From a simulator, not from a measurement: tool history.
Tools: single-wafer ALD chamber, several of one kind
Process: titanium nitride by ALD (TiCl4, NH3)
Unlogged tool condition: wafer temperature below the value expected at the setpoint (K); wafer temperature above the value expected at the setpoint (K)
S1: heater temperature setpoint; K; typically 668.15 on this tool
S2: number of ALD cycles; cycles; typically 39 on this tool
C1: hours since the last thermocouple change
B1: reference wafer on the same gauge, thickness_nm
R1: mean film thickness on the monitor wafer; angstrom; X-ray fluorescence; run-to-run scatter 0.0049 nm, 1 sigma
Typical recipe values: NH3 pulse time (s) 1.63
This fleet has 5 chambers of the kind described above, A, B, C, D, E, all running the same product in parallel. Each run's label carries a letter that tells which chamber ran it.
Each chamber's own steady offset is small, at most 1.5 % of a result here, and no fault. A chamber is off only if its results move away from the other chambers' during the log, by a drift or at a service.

{"run": "1E", "day": 0.421, "S1": 668.15, "S2": 39, "NH3 pulse time (s)": 1.63, "C1": 509.9, "B1": 0.78523, "R1": 8.3313}
{"run": "2C", "day": 0.808, "S1": 668.15, "S2": 39, "NH3 pulse time (s)": 1.63, "C1": 164.5, "B1": 0.78556, "R1": 8.4039}
{"run": "3A", "day": 1.154, "S1": 668.15, "S2": 39, "NH3 pulse time (s)": 1.63, "C1": 971.4, "B1": 0.78469, "R1": 8.4307}
{"run": "4D", "day": 1.504, "S1": 668.15, "S2": 39, "NH3 pulse time (s)": 1.63, "C1": 2522.5, "B1": 0.78488, "R1": 8.4956}
{"run": "5B", "day": 1.925, "S1": 661.15, "S2": 39, "NH3 pulse time (s)": 1.63, "C1": 2305.2, "B1": 0.78401, "R1": 8.4353}
{"run": "6B", "day": 2.221, "S1": 661.15, "S2": 39, "NH3 pulse time (s)": 1.63, "C1": 2312.3, "B1": 0.78488, "R1": 8.43}
{"day": 2.429, "done": "chamber D: thermocouple changed; heater temperature recalibrated"}
{"run": "7E", "day": 2.579, "S1": 661.15, "S2": 39, "NH3 pulse time (s)": 1.63, "C1": 561.7, "B1": 0.78488, "R1": 8.3375}
{"run": "8C", "day": 2.95, "S1": 661.15, "S2": 39, "NH3 pulse time (s)": 1.63, "C1": 215.9, "B1": 0.7844, "R1": 8.3895}
{"run": "9A", "day": 3.188, "S1": 661.15, "S2": 39, "NH3 pulse time (s)": 1.63, "C1": 1020.2, "B1": 0.78487, "R1": 8.3187}
{"run": "10D", "day": 3.546, "S1": 668.15, "S2": 39, "NH3 pulse time (s)": 1.63, "C1": 26.8, "B1": 0.78429, "R1": 8.5356}
{"run": "11E", "day": 3.804, "S1": 668.15, "S2": 44, "NH3 pulse time (s)": 1.63, "C1": 591.1, "B1": 0.78553, "R1": 9.4786}
{"run": "12D", "day": 4.238, "S1": 668.15, "S2": 44, "NH3 pulse time (s)": 1.63, "C1": 43.4, "B1": 0.78451, "R1": 9.5928}
{"run": "13A", "day": 4.592, "S1": 668.15, "S2": 44, "NH3 pulse time (s)": 1.63, "C1": 1053.9, "B1": 0.78523, "R1": 9.4211}
{"run": "14C", "day": 4.842, "S1": 668.15, "S2": 44, "NH3 pulse time (s)": 1.63, "C1": 261.3, "B1": 0.78577, "R1": 9.5816}
{"run": "15B", "day": 5.292, "S1": 668.15, "S2": 44, "NH3 pulse time (s)": 1.63, "C1": 2386, "B1": 0.78484, "R1": 9.5545}
{"run": "16A", "day": 5.562, "S1": 668.15, "S2": 39, "NH3 pulse time (s)": 1.63, "C1": 1077.2, "B1": 0.78549, "R1": 8.3419}
{"run": "17D", "day": 5.842, "S1": 668.15, "S2": 39, "NH3 pulse time (s)": 1.63, "C1": 81.9, "B1": 0.78644, "R1": 8.4604}
{"run": "18C", "day": 6.262, "S1": 677.15, "S2": 39, "NH3 pulse time (s)": 1.14, "C1": 295.4, "B1": 0.78563, "R1": 8.3523}
{"run": "19B", "day": 6.7, "S1": 677.15, "S2": 39, "NH3 pulse time (s)": 1.14, "C1": 2419.8, "B1": 0.7852, "R1": 8.4209}
{"run": "20E", "day": 6.971, "S1": 677.15, "S2": 39, "NH3 pulse time (s)": 1.14, "C1": 667.1, "B1": 0.78611, "R1": 8.3922}
{"run": "21D", "day": 7.408, "S1": 677.15, "S2": 39, "NH3 pulse time (s)": 1.14, "C1": 119.5, "B1": 0.78493, "R1": 8.4518}
{"run": "22A", "day": 7.65, "S1": 677.15, "S2": 39, "NH3 pulse time (s)": 1.14, "C1": 1127.3, "B1": 0.78448, "R1": 8.2715}
{"run": "23E", "day": 8.012, "S1": 668.15, "S2": 39, "NH3 pulse time (s)": 1.63, "C1": 692.1, "B1": 0.78518, "R1": 8.4054}
{"run": "24B", "day": 8.283, "S1": 668.15, "S2": 39, "NH3 pulse time (s)": 1.63, "C1": 2457.8, "B1": 0.78585, "R1": 8.5452}
{"run": "25C", "day": 8.583, "S1": 668.15, "S2": 39, "NH3 pulse time (s)": 1.63, "C1": 351.1, "B1": 0.78519, "R1": 8.4769}
{"run": "26B", "day": 9.033, "S1": 668.15, "S2": 39, "NH3 pulse time (s)": 1.63, "C1": 2475.8, "B1": 0.78608, "R1": 8.5262}
{"run": "27E", "day": 9.421, "S1": 675.15, "S2": 32, "NH3 pulse time (s)": 1.63, "C1": 725.9, "B1": 0.78597, "R1": 6.9373}
{"run": "28D", "day": 9.633, "S1": 675.15, "S2": 32, "NH3 pulse time (s)": 1.63, "C1": 172.9, "B1": 0.78615, "R1": 7.0693}
{"run": "29C", "day": 9.975, "S1": 675.15, "S2": 32, "NH3 pulse time (s)": 1.63, "C1": 384.5, "B1": 0.78597, "R1": 6.9781}
{"run": "30A", "day": 10.375, "S1": 675.15, "S2": 32, "NH3 pulse time (s)": 1.63, "C1": 1192.7, "B1": 0.78432, "R1": 6.8703}
{"run": "31A", "day": 10.792, "S1": 675.15, "S2": 32, "NH3 pulse time (s)": 1.63, "C1": 1202.7, "B1": 0.78537, "R1": 6.8897}
{"run": "32E", "day": 11.254, "S1": 668.15, "S2": 39, "NH3 pulse time (s)": 1.63, "C1": 769.9, "B1": 0.78507, "R1": 8.4047}

One chamber off, gauge drift, or nothing amiss beyond the chambers' own small offsets? If it is a chamber, which one, and what is the likeliest cause?

All chambers stay in line apart from their small fixed offsets, and the gauge does not drift.
